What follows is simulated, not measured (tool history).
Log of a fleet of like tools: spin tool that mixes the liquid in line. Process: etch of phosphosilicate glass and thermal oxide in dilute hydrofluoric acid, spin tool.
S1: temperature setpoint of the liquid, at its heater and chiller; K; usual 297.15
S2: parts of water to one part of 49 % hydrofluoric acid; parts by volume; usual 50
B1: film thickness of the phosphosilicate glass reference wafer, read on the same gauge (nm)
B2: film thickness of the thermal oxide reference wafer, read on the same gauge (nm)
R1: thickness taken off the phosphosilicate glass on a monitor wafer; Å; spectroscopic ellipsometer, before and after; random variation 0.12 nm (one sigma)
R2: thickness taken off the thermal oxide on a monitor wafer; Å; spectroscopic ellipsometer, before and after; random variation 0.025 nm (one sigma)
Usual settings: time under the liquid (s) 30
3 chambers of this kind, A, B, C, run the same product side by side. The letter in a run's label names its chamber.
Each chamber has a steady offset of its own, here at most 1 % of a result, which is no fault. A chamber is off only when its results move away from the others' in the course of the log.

{"run": "1A", "hour": 11.7, "S1": 297.15, "S2": 50, "time under the liquid (s)": 30, "B1": 70.012, "B2": 89.957, "R1": 383.27, "R2": 31.884}
{"run": "2B", "hour": 21.3, "S1": 297.15, "S2": 50, "time under the liquid (s)": 30, "B1": 70.009, "B2": 89.986, "R1": 387.06, "R2": 31.748}
{"run": "3C", "hour": 28.3, "S1": 297.15, "S2": 50, "time under the liquid (s)": 30, "B1": 69.991, "B2": 89.985, "R1": 385.52, "R2": 31.163}
{"run": "4B", "hour": 38.4, "S1": 297.15, "S2": 50, "time under the liquid (s)": 30, "B1": 70.019, "B2": 89.982, "R1": 385.17, "R2": 31.424}
{"run": "5A", "hour": 49.8, "S1": 297.15, "S2": 50, "time under the liquid (s)": 30, "B1": 70.003, "B2": 89.997, "R1": 383.33, "R2": 31.403}
{"run": "6C", "hour": 62.8, "S1": 301.65, "S2": 40, "time under the liquid (s)": 30, "B1": 69.995, "B2": 90.022, "R1": 581.85, "R2": 47.371}
{"run": "7A", "hour": 72.3, "S1": 301.65, "S2": 40, "time under the liquid (s)": 30, "B1": 70.007, "B2": 90.001, "R1": 584.91, "R2": 48.228}
{"run": "8B", "hour": 86.8, "S1": 301.65, "S2": 40, "time under the liquid (s)": 30, "B1": 70.025, "B2": 90.032, "R1": 591.8, "R2": 48.964}
{"run": "9C", "hour": 96.7, "S1": 297.15, "S2": 50, "time under the liquid (s)": 30, "B1": 69.989, "B2": 89.992, "R1": 385.44, "R2": 31.697}
{"run": "10B", "hour": 110.1, "S1": 297.15, "S2": 50, "time under the liquid (s)": 30, "B1": 69.987, "B2": 90.059, "R1": 384.6, "R2": 31.614}
{"run": "11A", "hour": 116.5, "S1": 297.15, "S2": 50, "time under the liquid (s)": 30, "B1": 70.008, "B2": 89.992, "R1": 380.85, "R2": 31.977}
{"run": "12C", "hour": 126.1, "S1": 297.15, "S2": 50, "time under the liquid (s)": 30, "B1": 69.989, "B2": 89.951, "R1": 382.89, "R2": 31.733}
{"run": "13C", "hour": 137.1, "S1": 297.15, "S2": 50, "time under the liquid (s)": 30, "B1": 69.994, "B2": 89.944, "R1": 383.52, "R2": 31.577}
{"run": "14A", "hour": 147.3, "S1": 297.15, "S2": 50, "time under the liquid (s)": 30, "B1": 69.992, "B2": 89.956, "R1": 381.55, "R2": 31.861}
{"run": "15B", "hour": 155.1, "S1": 297.15, "S2": 50, "time under the liquid (s)": 30, "B1": 69.984, "B2": 89.977, "R1": 387.06, "R2": 31.529}
{"run": "16A", "hour": 162.7, "S1": 297.15, "S2": 50, "time under the liquid (s)": 30, "B1": 69.997, "B2": 89.999, "R1": 383.22, "R2": 31.98}
{"run": "17C", "hour": 172.5, "S1": 297.15, "S2": 50, "time under the liquid (s)": 30, "B1": 70.007, "B2": 89.924, "R1": 382.75, "R2": 31.939}
{"run": "18B", "hour": 179.9, "S1": 297.15, "S2": 50, "time under the liquid (s)": 30, "B1": 70.017, "B2": 89.989, "R1": 385.29, "R2": 31.634}
{"run": "19B", "hour": 191.7, "S1": 297.15, "S2": 50, "time under the liquid (s)": 30, "B1": 69.983, "B2": 90.046, "R1": 384.97, "R2": 32.069}
{"run": "20A", "hour": 200.5, "S1": 297.15, "S2": 50, "time under the liquid (s)": 30, "B1": 70.004, "B2": 90.022, "R1": 383.45, "R2": 31.97}

All 3 chambers run these settings next. Forecast each chamber's results:
{"run": "21A", "hour": 211.1, "S1": 297.15, "S2": 50, "time under the liquid (s)": 30, "R1": "?", "R2": "?"}
{"run": "21B", "hour": 211.1, "S1": 297.15, "S2": 50, "time under the liquid (s)": 30, "R1": "?", "R2": "?"}
{"run": "21C", "hour": 211.1, "S1": 297.15, "S2": 50, "time under the liquid (s)": 30, "R1": "?", "R2": "?"}

run=21A R1=385.36 R2=31.459
run=21B R1=386.16 R2=32.072
run=21C R1=387.22 R2=31.448

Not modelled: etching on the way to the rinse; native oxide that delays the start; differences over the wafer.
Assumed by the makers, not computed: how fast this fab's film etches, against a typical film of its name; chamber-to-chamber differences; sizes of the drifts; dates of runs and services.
